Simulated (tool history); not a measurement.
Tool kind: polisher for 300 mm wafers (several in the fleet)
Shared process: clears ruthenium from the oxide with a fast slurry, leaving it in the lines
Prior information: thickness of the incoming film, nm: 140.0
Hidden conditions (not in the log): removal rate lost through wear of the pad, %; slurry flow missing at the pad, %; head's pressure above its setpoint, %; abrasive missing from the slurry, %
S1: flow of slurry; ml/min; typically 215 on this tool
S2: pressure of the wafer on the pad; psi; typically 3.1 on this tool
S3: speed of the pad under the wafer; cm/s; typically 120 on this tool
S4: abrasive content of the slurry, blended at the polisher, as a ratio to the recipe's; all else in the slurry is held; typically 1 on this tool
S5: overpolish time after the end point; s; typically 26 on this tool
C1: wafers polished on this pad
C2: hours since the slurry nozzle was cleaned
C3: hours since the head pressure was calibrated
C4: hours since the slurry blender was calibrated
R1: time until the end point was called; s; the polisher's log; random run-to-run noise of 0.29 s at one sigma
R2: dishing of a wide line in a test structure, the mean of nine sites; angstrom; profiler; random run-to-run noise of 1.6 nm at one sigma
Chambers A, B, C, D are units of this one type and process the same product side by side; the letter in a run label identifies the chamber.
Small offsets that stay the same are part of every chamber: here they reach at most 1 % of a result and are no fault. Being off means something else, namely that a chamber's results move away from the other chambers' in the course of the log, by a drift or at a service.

run	hour	S1	S2	S3	S4	S5	C1	C2	C3	C4	R1	R2
# hour 0.2: chamber B: worn pad replaced by a new one
1D	4.7	215	3.1	120	1	26	446	49.2	583.5	7.6	23.465	1111.4
2A	7.6	215	3.1	120	1	26	304	455.5	252.3	224.3	23.915	1087.3
3B	11.1	215	3.1	120	1	26	166	35.9	717.6	156.5	23.293	1068.6
4C	14.2	215	3.1	120	1	26	623	199.8	90.6	261.5	23.101	1092.3
# hour 17.7: chamber D: worn pad replaced by a new one
5A	19	215	3.1	120	1	26	477	466.9	263.7	235.7	23.464	1069.4
# hour 21.1: chamber A: slurry blender recalibrated
# hour 21.3: chamber C: slurry blender recalibrated
6C	23.2	215	3.1	120	1	26	759	208.8	99.6	1.9	22.96	1109.6
7D	27.6	215	3.1	120	1	26	150	72.1	606.4	30.5	23.154	1059.2
# hour 28.3: chamber B: slurry blender recalibrated
# hour 32.4: chamber C: worn pad replaced by a new one
8B	32.6	215	3.1	120	1	26	492	57.4	739.1	4.3	23.157	1095.4
# hour 33.2: chamber A: worn pad replaced by a new one
# hour 35.7: chamber B: worn pad replaced by a new one
9B	36.6	215	3.1	120	1	26	14	61.4	743.1	8.3	23.464	1092.3
10C	39.6	215	3.1	154	1	26	110	225.2	116	18.3	18.315	1302.7
11A	45.2	215	3.1	154	1	26	182	493.1	289.9	24.1	17.908	1288.3
12D	51.8	215	3.1	154	1	26	517	96.3	630.6	54.7	18.389	1309.2
# hour 54.8: chamber B: head pressure recalibrated
13D	57.9	215	3.1	154	1	26	610	102.4	636.7	60.8	18.776	1284.9
# hour 58.4: chamber D: worn pad replaced by a new one
14C	63.2	215	3.1	120	1	26	468	248.8	139.6	41.9	23.259	1063.6
15B	68.9	215	3.1	120	1	26	503	93.7	14.1	40.6	23.343	1076.5
16A	72.7	215	3.1	120	1	26	599	520.6	317.4	51.6	23.393	1066.6
# hour 72.9: chamber B: worn pad replaced by a new one
17C	76.7	215	3.1	120	1	26	672	262.3	153.1	55.4	23.517	1087.1
# hour 77.9: chamber A: worn pad replaced by a new one
18D	80.6	215	3.1	120	1	26	337	125.1	659.4	83.5	23.053	1041.9
19A	86.5	215	3.1	120	1	26	130	534.4	331.2	65.4	23.277	1076.1
# hour 86.7: chamber C: worn pad replaced by a new one
20B	90.2	215	3.1	120	1	26	263	115	35.4	61.9	23.436	1075
# hour 93.2: chamber D: worn pad replaced by a new one
21D	93.3	215	3.1	120	1	26	1	137.8	672.1	96.2	23.936	1088.2
22C	96.9	215	3.1	120	1	26	155	282.5	173.3	75.6	23.631	1082.3
23B	101.7	215	3.1	120	1	26	437	126.5	46.9	73.4	23.182	1068.8
24A	105.7	215	3.1	120	1	26	421	553.6	350.4	84.6	23.842	1076.4
# hour 106.5: chamber B: worn pad replaced by a new one
25C	109.9	215	3.1	120	1	26	353	295.5	186.3	88.6	22.88	1052.6
26A	113.6	215	3.1	120	1	26	541	561.5	358.3	92.5	23.67	1053.8
# hour 117.8: chamber A: worn pad replaced by a new one
27B	120.1	155	3.1	120	1	15	206	144.9	65.3	91.8	24.15	677.07
28D	123.2	155	3.1	120	1	15	455	167.7	702	126.1	24.935	661.55
29D	128.1	155	3.1	120	1	15	529	172.6	706.9	131	24.318	685.55
30B	134.7	155	3.1	120	1	15	427	159.5	79.9	106.4	24.067	688.08
# hour 136.3: chamber D: worn pad replaced by a new one
31C	140.1	215	3.1	120	1	26	811	325.7	216.5	118.8	23.237	1086.5
32A	144	215	3.6	120	1	26	397	591.9	388.7	122.9	20.588	1179.2
# hour 144.5: chamber C: worn pad replaced by a new one
# hour 147.2: chamber C: slurry nozzle cleaned
33D	149.8	215	3.6	120	1	26	206	194.3	728.6	152.7	20.575	1223.7
# hour 150.5: chamber B: worn pad replaced by a new one
# hour 150.7: chamber A: slurry nozzle cleaned
34B	154.9	215	3.6	120	1	26	67	179.7	100.1	126.6	20.297	1175.5
# hour 157.5: chamber A: worn pad replaced by a new one
35A	158.6	215	3.6	120	1	26	17	8	403.3	137.5	20.589	1159.7
36C	163.6	215	3.1	120	1	26	289	16.4	240	142.3	23.217	1072.2
37A	167.4	215	3.8	142	1	26	150	16.8	412.1	146.3	16.653	1413.7
38D	171.5	215	3.8	142	1	26	535	216	750.3	174.4	16.326	1414.3
39B	174.8	215	3.8	142	1	26	369	199.6	120	146.5	16.161	1381.1
40C	178.4	215	3.8	142	1	26	514	31.2	254.8	157.1	16.054	1381.8
# hour 178.9: chamber D: worn pad replaced by a new one
# hour 180.7: chamber B: slurry blender recalibrated
41D	182.5	215	3.1	120	1	41	55	227	761.3	185.4	22.851	1467
42A	186.5	215	3.1	120	1	41	440	35.9	431.2	165.4	23.205	1462.4
# hour 187.1: chamber B: worn pad replaced by a new one
43B	192.2	215	3.1	120	1	41	77	217	137.4	11.6	23.533	1428.9

Next, all 4 chambers run the settings below, one line each with question marks for the results. What does each chamber give?
44A	197.1	215	3.1	120	1	26					?	?
44B	197.1	215	3.1	120	1	26					?	?
44C	197.1	215	3.1	120	1	26					?	?
44D	197.1	215	3.1	120	1	26					?	?

run	R1	R2
44A	23.334	1059.4
44B	23.723	1058.4
44C	23.476	1076.2
44D	23.555	1083.3
